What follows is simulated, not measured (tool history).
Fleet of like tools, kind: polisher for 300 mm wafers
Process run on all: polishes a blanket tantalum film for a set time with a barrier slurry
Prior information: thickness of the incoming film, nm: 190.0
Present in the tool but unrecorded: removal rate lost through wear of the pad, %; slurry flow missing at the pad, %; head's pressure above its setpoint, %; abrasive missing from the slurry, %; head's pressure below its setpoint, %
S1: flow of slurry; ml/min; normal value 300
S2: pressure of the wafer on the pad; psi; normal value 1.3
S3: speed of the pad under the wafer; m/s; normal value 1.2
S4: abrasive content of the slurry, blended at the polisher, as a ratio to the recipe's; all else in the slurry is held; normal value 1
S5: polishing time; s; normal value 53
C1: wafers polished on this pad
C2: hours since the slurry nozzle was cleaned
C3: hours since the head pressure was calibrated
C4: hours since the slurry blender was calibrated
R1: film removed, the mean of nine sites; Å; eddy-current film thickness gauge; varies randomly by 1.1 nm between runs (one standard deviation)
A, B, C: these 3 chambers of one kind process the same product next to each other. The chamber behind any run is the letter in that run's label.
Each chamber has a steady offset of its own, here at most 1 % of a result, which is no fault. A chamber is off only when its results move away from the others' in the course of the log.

run,hour,S1,S2,S3,S4,S5,C1,C2,C3,C4,R1
1B,8.8,300,1.3,1.2,1,53,1122,226.7,270.1,271.5,794.91
# hour 16.4: chamber B: worn pad replaced by a new one
2A,18.9,300,1.3,1.2,1,53,666,442,43.9,100.3,808.03
# hour 20.5: chamber C: worn pad replaced by a new one
# hour 22.3: chamber B: slurry nozzle cleaned
3C,31,300,1.3,1.2,1,53,72,449.1,65.7,75.5,820.66
# hour 37.1: chamber A: worn pad replaced by a new one
4C,41.9,300,1.3,1.2,1,53,147,460,76.6,86.4,803.53
5B,52.2,300,1.3,1.2,1,53,246,29.9,313.5,314.9,822.07
6A,65.5,300,1.3,1.2,1,53,195,488.6,90.5,146.9,817.05
7C,78.7,300,1.3,1.2,1,53,399,496.8,113.4,123.2,795.05
8B,85.8,300,1.3,1.2,1,53,477,63.5,347.1,348.5,813.19
9A,93.4,300,1.3,1.2,1,53,386,516.5,118.4,174.8,829.67
10A,103.3,300,1.3,1.2,1,53,454,526.4,128.3,184.7,809.79
11B,116.2,300,1.3,1.2,1.1,61,686,93.9,377.5,378.9,954.55
12C,123.6,300,1.3,1.2,1.1,61,708,541.7,158.3,168.1,931.57
13C,135,300,1.3,1.2,1.1,61,786,553.1,169.7,179.5,929.19
14A,142.6,300,1.1,1.2,1,53,724,565.7,167.6,224,699.49
15B,150.3,300,1.1,1.2,1,53,920,128,411.6,413,695.09
# hour 154.5: chamber A: worn pad replaced by a new one
16B,156.9,300,1.1,1.2,1,53,965,134.6,418.2,419.6,671.65
17A,166.7,300,1.3,1.2,1,53,84,589.8,191.7,248.1,808.96
18C,177.8,300,1.3,1.2,1,53,1080,595.9,212.5,222.3,749.4
# hour 184: chamber C: worn pad replaced by a new one
19B,190.5,300,1.3,1.2,1,53,1196,168.2,451.8,453.2,810.25
20C,200.6,300,1.3,1.2,1,53,114,618.7,235.3,245.1,739.57
21A,211.2,300,1.3,1.2,0.85,53,390,634.3,236.2,292.6,765.11
# hour 216.4: chamber A: slurry blender recalibrated
22C,221.1,300,1.3,1.2,0.85,53,255,639.2,255.8,265.6,683.23
# hour 226.3: chamber B: worn pad replaced by a new one
23A,231,300,1.3,1.2,0.85,53,526,654.1,256,14.7,764.3
24B,242.6,300,1.3,1.2,1,53,112,220.3,503.9,505.3,786.7

Read the log: is a single chamber off, either drifting away or since a service, is the gauge that measures every chamber drifting, or is nothing wrong beyond small per-chamber offsets? Name any odd chamber and what most likely caused it.

Chamber C drifts away from the others.
Cause: abrasive missing from the slurry, % = 35.1.
It could be hard to tell apart here from: head's pressure below its setpoint, %.

Below are 4 candidate recipes for chamber C's next run, each the usual settings with a change, their results shown as question marks. Which of them brings C's results back in line with what the other chambers give on the usual settings?
In line here means within this much of the mean the other chambers give on the usual settings: R1 37 Å
25C-1,252.1,300,1.4,1.24,1,55,,,,,?
25C-2,252.1,300,1.3,1.22,1,54,,,,,?
25C-3,252.1,300,1.2,1.16,1,51,,,,,?
25C-4,252.1,300,1.3,1.18,1,52,,,,,?

The other chambers' mean on the usual settings: R1 807.24 Å
run,R1
25C-1,811.88
25C-2,728.02
25C-3,603.39
25C-4,678.23
The right change is 25C-1: it brings the chamber back within the allowed miss of the others.
